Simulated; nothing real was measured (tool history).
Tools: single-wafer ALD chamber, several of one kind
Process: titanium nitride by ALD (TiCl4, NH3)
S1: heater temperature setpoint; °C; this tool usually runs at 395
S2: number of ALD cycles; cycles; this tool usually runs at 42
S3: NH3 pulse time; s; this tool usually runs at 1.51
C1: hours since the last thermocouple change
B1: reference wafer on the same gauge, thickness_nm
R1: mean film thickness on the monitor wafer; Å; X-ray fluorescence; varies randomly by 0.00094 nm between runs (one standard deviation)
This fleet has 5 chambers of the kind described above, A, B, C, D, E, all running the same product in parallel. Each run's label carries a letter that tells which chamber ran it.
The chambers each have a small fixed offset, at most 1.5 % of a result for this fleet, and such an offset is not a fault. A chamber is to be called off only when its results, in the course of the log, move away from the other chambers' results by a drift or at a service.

run	hour	S1	S2	S3	C1	B1	R1
1B	8.6	395	42	1.51	611.6	0.91092	9.0979
2C	14.9	395	42	1.51	27.8	0.91089	8.9558
3D	25.1	395	42	1.51	688	0.91071	9.1528
4A	33.5	395	42	1.51	808.4	0.91058	9.1275
5E	39.7	395	42	1.51	1327.6	0.91065	9.1481
6C	48.1	395	42	1.51	61	0.91037	8.9628
7B	57.7	395	42	1.51	660.7	0.91024	9.1124
8D	69.3	395	42	1.51	732.2	0.91015	9.1496
9E	77.7	395	42	1.51	1365.6	0.91016	9.1623
10A	84.4	395	42	1.51	859.3	0.91029	9.1348
11A	97.3	395	42	1.51	872.2	0.91018	9.1304
12B	110.1	395	42	1.51	713.1	0.91006	9.084
13D	117.2	395	48	1.51	780.1	0.90995	10.427
14C	128.6	395	48	1.51	141.5	0.90972	10.223
15E	137.3	395	48	1.51	1425.2	0.90999	10.428
16B	146.5	395	48	1.51	749.5	0.90958	10.407
17C	155.1	395	48	1.51	168	0.90973	10.232
18D	166.3	395	42	1.51	829.2	0.90941	9.1597
19A	176.9	395	42	1.51	951.8	0.90919	9.1271
20E	185.1	395	42	1.51	1473	0.90958	9.1503
21E	194.8	395	47	1.51	1482.7	0.90914	10.242
22D	205.2	395	47	1.51	868.1	0.90918	10.23
23A	216.4	395	47	1.51	991.3	0.90913	10.217
24C	224.1	395	47	1.51	237	0.90895	10.011
# hour 234.4: chamber E: thermocouple changed; heater temperature recalibrated
25B	236.1	395	47	1.51	839.1	0.90881	10.195
26C	246.2	395	42	1.51	259.1	0.90884	8.9508
27E	252.4	395	42	1.51	18.1	0.90865	9.1386
28B	263.2	395	42	1.51	866.2	0.90872	9.0962
29D	275.9	395	42	1.51	938.8	0.90858	9.114
30A	282	395	42	1.51	1056.9	0.90838	9.1165
31C	288	395	42	1.51	300.9	0.90816	8.93
32D	300.2	395	42	1.51	963.1	0.90809	9.1118
33E	308.7	395	35	1.18	74.4	0.90806	7.5113
34B	317	395	35	1.18	920	0.90836	7.463
35A	327.6	395	35	1.18	1102.5	0.90825	7.499
36A	337.8	395	35	1.18	1112.7	0.90782	7.49
37E	345.9	395	35	1.18	111.6	0.908	7.496
38D	353.1	395	42	1.51	1016	0.90782	9.1296
39C	362.8	395	42	1.51	375.7	0.90786	8.9337
40B	373.1	395	36	1.81	976.1	0.90764	7.8343
41A	386.3	395	36	1.81	1161.2	0.90766	7.8647
42B	396.4	395	36	1.81	999.4	0.90748	7.8427
43E	409.6	395	36	1.81	175.3	0.90753	7.8867
44C	417	395	36	1.81	429.9	0.90707	7.7256

Next, all 5 chambers run the settings below, one line each with question marks for the results. What does each chamber give?
45A	426.6	395	42	1.51			?
45B	426.6	395	42	1.51			?
45C	426.6	395	42	1.51			?
45D	426.6	395	42	1.51			?
45E	426.6	395	42	1.51			?

run	R1
45A	9.1144
45B	9.0604
45C	8.9162
45D	9.1217
45E	9.1188
